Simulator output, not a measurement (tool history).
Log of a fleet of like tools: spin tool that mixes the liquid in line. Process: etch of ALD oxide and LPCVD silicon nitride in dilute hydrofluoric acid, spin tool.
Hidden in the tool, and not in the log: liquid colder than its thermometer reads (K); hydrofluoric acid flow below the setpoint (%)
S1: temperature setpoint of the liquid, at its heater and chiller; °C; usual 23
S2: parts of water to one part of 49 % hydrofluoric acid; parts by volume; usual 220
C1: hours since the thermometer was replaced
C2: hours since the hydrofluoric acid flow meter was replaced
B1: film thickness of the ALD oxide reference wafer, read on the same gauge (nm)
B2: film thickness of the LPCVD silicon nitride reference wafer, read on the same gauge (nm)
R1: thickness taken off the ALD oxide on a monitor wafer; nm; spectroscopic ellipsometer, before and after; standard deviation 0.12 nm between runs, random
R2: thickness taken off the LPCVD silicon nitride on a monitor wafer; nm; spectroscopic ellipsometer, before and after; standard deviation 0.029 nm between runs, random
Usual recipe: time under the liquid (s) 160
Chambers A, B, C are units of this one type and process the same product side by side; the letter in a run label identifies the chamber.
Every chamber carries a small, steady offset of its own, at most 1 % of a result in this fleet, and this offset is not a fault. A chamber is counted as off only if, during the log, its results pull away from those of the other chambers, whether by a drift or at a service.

Run 1B, day 0.308: usual settings; C1 148.9; C2 713.9; B1 140.02; B2 60.018. Result: R1 14.875 nm, R2 0.33426 nm.
Run 2A, day 0.604: usual settings; C1 2809.9; C2 158.3; B1 140.02; B2 59.986. Result: R1 14.777 nm, R2 0.39307 nm.
Run 3C, day 0.912: usual settings; C1 1029.7; C2 816; B1 139.99; B2 60.002. Result: R1 14.494 nm, R2 0.33232 nm.
Run 4B, day 1.225: usual settings; C1 170.9; C2 735.9; B1 139.99; B2 60.004. Result: R1 14.637 nm, R2 0.36622 nm.
Run 5C, day 1.554: usual settings; C1 1045.1; C2 831.4; B1 139.98; B2 60.002. Result: R1 14.528 nm, R2 0.41177 nm.
Run 6A, day 1.912: usual settings; C1 2841.3; C2 189.7; B1 140.03; B2 59.965. Result: R1 14.585 nm, R2 0.34923 nm.
Run 7C, day 2.342: usual settings but time under the liquid (s) 230; C1 1064; C2 850.3; B1 139.99; B2 60.002. Result: R1 20.912 nm, R2 0.5028 nm.
Run 8B, day 2.562: usual settings but time under the liquid (s) 230; C1 203; C2 768; B1 139.99; B2 59.978. Result: R1 20.572 nm, R2 0.48428 nm.
Run 9A, day 2.971: usual settings but time under the liquid (s) 230; C1 2866.7; C2 215.1; B1 140.01; B2 60.008. Result: R1 20.803 nm, R2 0.53648 nm.
At day 3.271: chamber C: hydrofluoric acid flow meter replaced.
Run 10C, day 3.296: usual settings; C1 1086.9; C2 0.7; B1 139.99; B2 59.988. Result: R1 14.41 nm, R2 0.32458 nm.
Run 11B, day 3.592: usual settings; C1 227.7; C2 792.7; B1 140.03; B2 59.986. Result: R1 14.469 nm, R2 0.37514 nm.
Run 12A, day 4.058: usual settings; C1 2892.8; C2 241.2; B1 140; B2 59.998. Result: R1 14.524 nm, R2 0.38707 nm.
Run 13B, day 4.429: usual settings; C1 247.8; C2 812.8; B1 140.01; B2 59.975. Result: R1 14.525 nm, R2 0.33828 nm.
Run 14A, day 4.779: usual settings; C1 2910.1; C2 258.5; B1 140; B2 60.014. Result: R1 14.757 nm, R2 0.3156 nm.
At day 4.808: chamber A: thermometer replaced.
Run 15C, day 4.988: usual settings; C1 1127.5; C2 41.3; B1 140.01; B2 59.996. Result: R1 14.516 nm, R2 0.40391 nm.
Run 16A, day 5.288: usual settings; C1 11.6; C2 270.7; B1 139.98; B2 59.999. Result: R1 14.409 nm, R2 0.37001 nm.
Run 17B, day 5.575: usual settings; C1 275.3; C2 840.3; B1 139.98; B2 60.012. Result: R1 14.575 nm, R2 0.3737 nm.
Run 18C, day 5.925: usual settings; C1 1150; C2 63.8; B1 140.01; B2 60.012. Result: R1 14.459 nm, R2 0.42961 nm.
Run 19A, day 6.154: usual settings; C1 32.4; C2 291.5; B1 139.99; B2 59.984. Result: R1 14.63 nm, R2 0.38343 nm.
Run 20B, day 6.579: usual settings; C1 299.4; C2 864.4; B1 139.99; B2 59.998. Result: R1 14.614 nm, R2 0.35346 nm.
Run 21C, day 7.042: usual settings; C1 1176.8; C2 90.6; B1 140; B2 59.985. Result: R1 14.321 nm, R2 0.38147 nm.
Run 22C, day 7.317: usual settings but S2 140 parts by volume; C1 1183.4; C2 97.2; B1 140; B2 60.024. Result: R1 25.282 nm, R2 0.5799 nm.
Run 23B, day 7.779: usual settings but S2 140 parts by volume; C1 328.2; C2 893.2; B1 139.99; B2 60.016. Result: R1 24.81 nm, R2 0.54054 nm.
Run 24A, day 8.042: usual settings but S2 140 parts by volume; C1 77.7; C2 336.8; B1 139.99; B2 60.003. Result: R1 24.91 nm, R2 0.60223 nm.
Run 25A, day 8.367: usual settings; C1 85.5; C2 344.6; B1 140.01; B2 60.018. Result: R1 14.777 nm, R2 0.37754 nm.
Run 26B, day 8.829: usual settings; C1 353.4; C2 918.4; B1 139.98; B2 60.006. Result: R1 14.018 nm, R2 0.35595 nm.
Run 27C, day 9.183: usual settings; C1 1228.2; C2 142; B1 140; B2 59.985. Result: R1 14.415 nm, R2 0.36369 nm.
Run 28B, day 9.446: usual settings; C1 368.2; C2 933.2; B1 139.98; B2 60.008. Result: R1 14.127 nm, R2 0.37223 nm.
Run 29C, day 9.662: usual settings; C1 1239.7; C2 153.5; B1 140; B2 60.008. Result: R1 14.617 nm, R2 0.38674 nm.
Run 30A, day 9.962: usual settings; C1 123.8; C2 382.9; B1 140; B2 60.024. Result: R1 14.677 nm, R2 0.3932 nm.
Run 31A, day 10.346: usual settings; C1 133; C2 392.1; B1 139.99; B2 59.985. Result: R1 14.838 nm, R2 0.43458 nm.
Run 32B, day 10.658: usual settings; C1 397.3; C2 962.3; B1 140; B2 60.021. Result: R1 13.786 nm, R2 0.33686 nm.
Run 33C, day 11.029: usual settings; C1 1272.5; C2 186.3; B1 140; B2 59.981. Result: R1 14.45 nm, R2 0.33905 nm.
Run 34C, day 11.454: usual settings; C1 1282.7; C2 196.5; B1 140.01; B2 60.014. Result: R1 14.528 nm, R2 0.38465 nm.
Run 35B, day 11.796: usual settings; C1 424.6; C2 989.6; B1 139.99; B2 60.003. Result: R1 13.683 nm, R2 0.31789 nm.
Run 36A, day 12.079: usual settings; C1 174.6; C2 433.7; B1 140; B2 59.995. Result: R1 14.62 nm, R2 0.36684 nm.
Run 37C, day 12.417: usual settings; C1 1305.8; C2 219.6; B1 139.99; B2 59.997. Result: R1 14.389 nm, R2 0.37163 nm.
Run 38B, day 12.838: usual settings but S2 155 parts by volume, time under the liquid (s) 90; C1 449.6; C2 1014.6; B1 140; B2 59.983. Result: R1 11.509 nm, R2 0.2913 nm.
Run 39A, day 13.242: usual settings but S2 155 parts by volume, time under the liquid (s) 90; C1 202.5; C2 461.6; B1 139.99; B2 60.015. Result: R1 12.494 nm, R2 0.26052 nm.
Run 40B, day 13.654: usual settings but S2 155 parts by volume, time under the liquid (s) 90; C1 469.2; C2 1034.2; B1 139.99; B2 59.989. Result: R1 11.485 nm, R2 0.2479 nm.
Run 41C, day 14.054: usual settings; C1 1345.1; C2 258.9; B1 139.98; B2 60.009. Result: R1 14.314 nm, R2 0.3586 nm.
Run 42A, day 14.433: usual settings; C1 231.1; C2 490.2; B1 140.01; B2 60.025. Result: R1 14.66 nm, R2 0.37464 nm.
Run 43C, day 14.642: usual settings but S2 175 parts by volume, time under the liquid (s) 195; C1 1359.2; C2 273; B1 139.98; B2 59.985. Result: R1 23.566 nm, R2 0.67454 nm.
Run 44B, day 14.892: usual settings but S2 175 parts by volume, time under the liquid (s) 195; C1 498.9; C2 1063.9; B1 140.01; B2 60.006. Result: R1 21.273 nm, R2 0.42973 nm.

All chambers now run identical settings, listed one chamber a line with results as question marks. What results will each chamber show?
Run 45A, day 15.225: usual settings but S1 27 °C. Result: R1 ?, R2 ?.
Run 45B, day 15.225: usual settings but S1 27 °C. Result: R1 ?, R2 ?.
Run 45C, day 15.225: usual settings but S1 27 °C. Result: R1 ?, R2 ?.

run      R1       R2
45A  16.955  0.46576
45B  15.243  0.43741
45C  16.868  0.48362

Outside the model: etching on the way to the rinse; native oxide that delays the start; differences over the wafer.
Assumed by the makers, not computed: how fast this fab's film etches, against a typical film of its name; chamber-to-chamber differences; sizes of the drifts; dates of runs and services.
